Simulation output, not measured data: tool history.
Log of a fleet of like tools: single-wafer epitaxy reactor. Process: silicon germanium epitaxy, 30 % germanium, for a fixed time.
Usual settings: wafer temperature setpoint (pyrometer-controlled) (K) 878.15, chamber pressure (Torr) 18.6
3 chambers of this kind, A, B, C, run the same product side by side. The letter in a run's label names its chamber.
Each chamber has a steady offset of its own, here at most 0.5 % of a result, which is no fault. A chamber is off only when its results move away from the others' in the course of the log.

run,hour,wafer temperature setpoint (pyrometer-controlled) (K),chamber pressure (Torr),"read-back reference wafer on the same gauge, thickness_nm",mean film thickness on the monitor wafer (angstrom)
1A,6.5,878.15,18.6,61.871,629.99
2C,14.6,878.15,18.6,61.866,626.73
3B,21.7,878.15,18.6,61.899,626.65
4A,31.8,878.15,18.6,61.860,629.92
5B,42.5,878.15,18.6,61.914,630.34
6C,49.8,878.15,18.6,61.887,625.00
7A,61.7,878.15,18.6,61.861,630.29
8C,67.1,878.15,18.6,61.910,626.78
9B,77.7,864.15,18.6,61.905,486.29
10C,86.4,864.15,18.6,61.896,486.21
11B,93.4,864.15,18.6,61.876,486.35
12A,101.2,878.15,18.6,61.903,631.75
13A,108.5,878.15,18.6,61.937,630.17
14C,116.8,878.15,18.6,61.935,624.13
15B,123.2,878.15,18.6,61.909,627.09
# hour 130.9: chamber B: capacitance manometer re-zeroed and calibrated
16A,134.3,873.15,20.4,61.897,599.00
17B,145.6,873.15,20.4,61.929,591.30
# hour 146.7: chamber A: pyrometer calibrated
18C,157.2,873.15,20.4,61.892,592.99
19C,168.5,878.15,18.6,61.919,623.22
20B,179.6,878.15,18.6,61.944,626.93
21A,185.9,878.15,18.6,61.872,632.57
22B,195.8,878.15,18.6,61.870,628.37
23A,201.9,878.15,18.6,61.907,627.39
24C,211.1,878.15,18.6,61.911,626.21
25C,220.9,864.15,18.6,61.878,484.92
26B,229.7,864.15,18.6,61.894,485.33
27A,240.4,864.15,18.6,61.896,486.47
# hour 244.3: chamber C: pyrometer calibrated
28A,250.1,878.15,18.6,61.938,626.69
29B,262.6,878.15,18.6,61.898,629.31
30C,272.4,878.15,18.6,61.897,638.09
31C,280.7,878.15,18.6,61.921,639.55
32B,292.2,878.15,18.6,61.886,626.87
33A,299.0,878.15,18.6,61.925,630.71
34B,306.2,878.15,18.6,61.897,627.57
35A,313.0,878.15,18.6,61.894,626.99
36C,325.2,878.15,21.9,61.875,681.78
37B,337.7,878.15,21.9,61.916,668.20
38A,349.7,878.15,21.9,61.882,671.96
39C,357.4,878.15,18.6,61.870,641.44
40B,366.6,878.15,18.6,61.854,624.60
41C,379.1,878.15,18.6,61.869,640.45
42A,389.0,878.15,18.6,61.922,632.18
43C,399.9,884.15,22.3,61.923,764.21
44B,406.8,884.15,22.3,61.924,748.26

Is one chamber off against the others, does the gauge drift, or is nothing wrong? If a chamber is off, say which, and what the likeliest cause is.

A service left chamber C off against the others.
Cause: wafer temperature above the value expected at the setpoint (K) = 1.22.

Here are 4 candidates for chamber C's next run, each the usual settings with a change, their results left as question marks. Which one brings its results back in line with what the others give on the usual settings?
In line means no further than this from the other chambers' mean on the usual settings: mean film thickness on the monitor wafer (angstrom) 6.00
45C-1,415.8,877.15,18.6,,?
45C-2,415.8,879.15,18.6,,?
45C-3,415.8,878.15,20.2,,?
45C-4,415.8,878.15,17.0,,?

The other chambers' mean on the usual settings: mean film thickness on the monitor wafer (angstrom) 628.35
run,mean film thickness on the monitor wafer (angstrom)
45C-1,628.06
45C-2,650.95
45C-3,660.74
45C-4,616.97
45C-1 brings the chamber back in line.
